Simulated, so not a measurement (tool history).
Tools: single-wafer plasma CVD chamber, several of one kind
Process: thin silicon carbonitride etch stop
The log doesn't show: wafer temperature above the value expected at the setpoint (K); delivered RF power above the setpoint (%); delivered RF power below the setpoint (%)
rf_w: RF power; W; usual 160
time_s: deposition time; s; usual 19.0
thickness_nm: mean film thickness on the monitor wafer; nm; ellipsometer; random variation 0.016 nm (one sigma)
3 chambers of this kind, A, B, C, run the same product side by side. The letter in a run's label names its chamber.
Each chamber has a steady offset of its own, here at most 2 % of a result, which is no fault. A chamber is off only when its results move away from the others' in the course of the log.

run	hour	rf_w	time_s	hours since the last thermocouple change	hours since the last RF generator calibration	read-back reference wafer on the same gauge, thickness_nm	thickness_nm
1C	6.1	160	19.0	202.8	98.8	11.904	10.3080
2B	10.3	160	19.0	1883.3	288.0	11.905	10.1270
3A	14.4	160	19.0	805.1	1416.6	11.911	10.1090
4C	18.4	160	19.0	215.1	111.1	11.911	10.2690
5A	23.0	150	19.0	813.7	1425.2	11.911	9.9130
6B	27.7	150	19.0	1900.7	305.4	11.915	9.9539
7B	34.5	150	19.0	1907.5	312.2	11.917	9.9222
8A	39.5	160	19.0	830.2	1441.7	11.920	10.1320
9C	43.7	160	19.0	240.4	136.4	11.922	10.3220
10B	47.8	160	21.8	1920.8	325.5	11.930	11.6090
11C	54.9	160	21.8	251.6	147.6	11.932	11.8290
12A	59.4	160	21.8	850.1	1461.6	11.936	11.6380
13C	65.2	160	19.0	261.9	157.9	11.942	10.3230
14A	69.9	160	19.0	860.6	1472.1	11.939	10.1180
15B	73.6	145	22.0	1946.6	351.3	11.941	11.3980
16C	77.9	145	22.0	274.6	170.6	11.938	11.5770
17A	84.3	145	22.0	875.0	1486.5	11.953	11.3900
18B	90.7	170	16.0	1963.7	368.4	11.951	8.7075
19C	97.2	170	16.0	293.9	189.9	11.954	8.8494
20A	104.0	170	16.0	894.7	1506.2	11.959	8.7042
# hour 107.3: chamber A: RF generator calibrated
21B	111.1	180	22.0	1984.1	388.8	11.962	12.2270
22C	118.6	180	22.0	315.3	211.3	11.966	12.4080
23B	122.3	180	22.0	1995.3	400.0	11.973	12.2050
24A	129.2	160	19.0	919.9	21.9	11.973	10.1490

Next, every chamber runs the same settings. What will each give?
25A	134.6	160	19.0				?
25B	134.6	160	19.0				?
25C	134.6	160	19.0				?

run	thickness_nm
25A	10.1730
25B	10.1790
25C	10.3280
